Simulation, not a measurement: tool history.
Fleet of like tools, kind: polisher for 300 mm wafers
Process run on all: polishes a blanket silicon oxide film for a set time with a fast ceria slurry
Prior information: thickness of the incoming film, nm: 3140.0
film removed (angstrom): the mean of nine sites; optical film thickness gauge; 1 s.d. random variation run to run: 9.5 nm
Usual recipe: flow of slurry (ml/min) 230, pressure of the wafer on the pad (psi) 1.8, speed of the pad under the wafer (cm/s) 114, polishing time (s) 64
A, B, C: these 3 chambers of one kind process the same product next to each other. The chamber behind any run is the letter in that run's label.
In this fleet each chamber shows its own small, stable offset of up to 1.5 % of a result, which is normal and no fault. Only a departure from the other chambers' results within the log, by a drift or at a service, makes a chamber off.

run,day,flow of slurry (ml/min),pressure of the wafer on the pad (psi),speed of the pad under the wafer (cm/s),polishing time (s),wafers polished on this pad,hours since the slurry nozzle was cleaned,hours since the head pressure was calibrated,film removed (angstrom)
# day 0.246: chamber C: worn pad replaced by a new one
1A,0.512,230,1.8,114,64,322,515.0,534.3,8142.7
2B,0.979,230,1.8,114,64,1109,82.2,240.6,8028.0
3C,1.383,230,1.8,114,64,339,501.2,1180.9,8023.6
# day 1.625: chamber A: slurry nozzle cleaned
4B,1.796,230,1.8,114,64,1352,101.8,260.2,8261.2
5C,2.067,160,2.3,114,64,543,517.6,1197.3,9854.9
# day 2.292: chamber A: worn pad replaced by a new one
6A,2.371,160,2.3,114,64,24,18.0,578.9,10097.0
# day 2.508: chamber B: worn pad replaced by a new one
7A,2.746,160,2.3,114,64,135,27.0,587.9,10315.0
# day 2.983: chamber C: worn pad replaced by a new one
# day 3.050: chamber C: head pressure recalibrated
# day 3.279: chamber C: slurry nozzle cleaned
8B,3.283,230,1.8,114,64,231,137.5,295.9,8071.3
9C,3.667,265,1.6,114,64,204,9.4,14.9,7460.5
10A,4.158,265,1.6,114,64,556,60.9,621.8,7522.4
11B,4.742,265,1.6,114,64,665,172.5,330.9,7239.2
# day 5.079: chamber A: worn pad replaced by a new one
12C,5.092,230,1.8,114,64,628,43.6,49.1,8183.5
13A,5.504,230,1.8,114,64,126,93.2,654.1,8461.0
# day 5.538: chamber C: worn pad replaced by a new one
14C,5.762,275,1.8,114,64,67,59.7,65.2,8377.0
15B,6.221,275,1.8,114,64,1106,208.0,366.4,8262.2
16A,6.617,275,1.8,114,64,457,119.9,680.8,8698.6
17B,7.092,230,1.8,114,64,1365,228.9,387.3,8241.7
# day 7.350: chamber A: worn pad replaced by a new one
18C,7.425,230,1.8,114,64,562,99.6,105.1,8287.8
# day 7.508: chamber B: worn pad replaced by a new one
# day 7.683: chamber C: worn pad replaced by a new one
19C,7.717,230,1.8,114,64,10,106.6,112.1,8252.3
20B,8.183,230,1.8,114,64,202,255.1,413.5,8148.7
21A,8.654,230,1.8,114,64,389,168.8,729.7,8859.5
22B,8.979,230,1.8,114,64,438,274.2,432.6,8064.9
23A,9.354,230,1.8,114,64,597,185.6,746.5,8930.4
24C,9.825,230,1.8,114,64,638,157.2,162.7,8214.0
# day 9.992: chamber C: worn pad replaced by a new one
25C,10.388,230,1.8,114,64,118,170.7,176.2,8447.5
26B,10.762,230,1.8,114,64,969,317.0,475.4,8183.4

Has any chamber moved away from the others, gradually or after a service, or does the common gauge drift, or do the chambers differ only by their own small steady offsets? State the chamber and the most likely cause if one applies.

Little by little, chamber A moves away from the other chambers.
Most likely cause: head's pressure above its setpoint, % = 10.6.

Chamber A could run next with any of the 4 candidate recipes listed below; each alters the usual settings, and their results appear as question marks. Which one brings its results back in line with what the other chambers deliver on the usual settings?
In line means no further than this from the other chambers' mean on the usual settings: film removed (angstrom) 330.0
27A-1,11.196,230,1.6,114,64,,,,?
27A-2,11.196,230,1.7,104,58,,,,?
27A-3,11.196,230,2.0,114,64,,,,?
27A-4,11.196,235,2.0,114,73,,,,?

Usual-settings mean across the other chambers: film removed (angstrom) 8184.7
run,film removed (angstrom)
27A-1,8130.3
27A-2,7152.7
27A-3,10165.0
27A-4,11624.0
It is 27A-1 that realigns the chamber with its peers.

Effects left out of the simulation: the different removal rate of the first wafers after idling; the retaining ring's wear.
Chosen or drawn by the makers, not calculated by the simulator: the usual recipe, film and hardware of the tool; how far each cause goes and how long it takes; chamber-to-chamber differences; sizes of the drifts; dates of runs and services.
